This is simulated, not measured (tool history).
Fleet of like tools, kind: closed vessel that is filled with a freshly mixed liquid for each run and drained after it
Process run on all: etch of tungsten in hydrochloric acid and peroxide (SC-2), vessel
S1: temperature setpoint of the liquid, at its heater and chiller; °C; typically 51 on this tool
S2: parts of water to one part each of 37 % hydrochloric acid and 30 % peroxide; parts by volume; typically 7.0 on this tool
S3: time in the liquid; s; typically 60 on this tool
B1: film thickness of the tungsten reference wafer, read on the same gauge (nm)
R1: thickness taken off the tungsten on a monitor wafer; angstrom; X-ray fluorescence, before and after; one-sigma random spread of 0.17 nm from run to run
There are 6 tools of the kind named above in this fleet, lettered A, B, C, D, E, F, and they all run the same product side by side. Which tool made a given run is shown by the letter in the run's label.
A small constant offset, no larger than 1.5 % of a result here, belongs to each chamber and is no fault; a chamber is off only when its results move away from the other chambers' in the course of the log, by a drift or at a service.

run	day	S1	S2	S3	B1	R1
1F	0.162	51	7.0	60	109.98	195.36
# day 0.267: chamber B: chemicals flow meter replaced
2C	0.321	51	7.0	60	110.00	193.88
3A	0.475	51	7.0	60	109.99	195.64
4B	0.750	51	7.0	60	110.04	196.00
5D	0.962	51	7.0	60	110.04	193.12
6E	1.246	51	7.0	60	109.95	191.51
7F	1.446	51	7.0	60	110.01	193.63
8A	1.738	51	7.0	60	110.04	195.00
9D	2.033	51	7.0	60	110.03	195.78
10B	2.242	51	7.0	60	110.00	194.93
11C	2.525	51	7.0	60	109.97	192.01
12E	2.779	51	8.5	60	109.99	163.31
13F	2.925	51	8.5	60	109.94	165.66
14C	3.100	51	8.5	60	109.98	168.37
15B	3.279	51	8.5	60	110.00	166.26
16D	3.517	51	8.5	60	109.99	164.48
17E	3.667	51	8.5	60	110.00	162.44
18A	3.821	51	7.0	60	109.99	196.32
19E	3.979	51	7.0	60	109.99	192.11
20F	4.271	51	7.0	60	110.02	194.61
21A	4.446	51	7.0	60	109.98	191.70
22B	4.688	51	7.0	60	109.95	193.09
23C	4.854	51	7.0	60	110.03	194.42
24D	5.054	51	7.0	60	109.95	190.14
25D	5.225	51	6.0	90	110.01	325.10
26B	5.475	51	6.0	90	110.01	327.65
27F	5.704	51	6.0	90	109.96	326.38
28A	5.942	51	6.0	90	109.98	324.46
29C	6.112	51	6.0	90	110.00	331.75
30E	6.371	51	6.0	90	109.98	311.93
# day 6.504: chamber E: chemicals flow meter replaced
31F	6.546	51	7.0	60	109.98	195.31
32B	6.792	51	4.5	60	110.00	266.75
33C	7.096	51	4.5	60	110.03	270.61
34D	7.304	51	4.5	60	110.07	265.22
35A	7.592	51	4.5	60	110.03	266.78
36E	7.858	51	4.5	60	110.04	253.82
37F	8.138	51	4.5	60	110.00	266.41

All 6 chambers run these settings next. Forecast each chamber's results:
38A	8.354	51	7.0	60		?
38B	8.354	51	7.0	60		?
38C	8.354	51	7.0	60		?
38D	8.354	51	7.0	60		?
38E	8.354	51	7.0	60		?
38F	8.354	51	7.0	60		?

run	R1
38A	195.00
38B	194.24
38C	192.33
38D	190.33
38E	183.95
38F	191.88
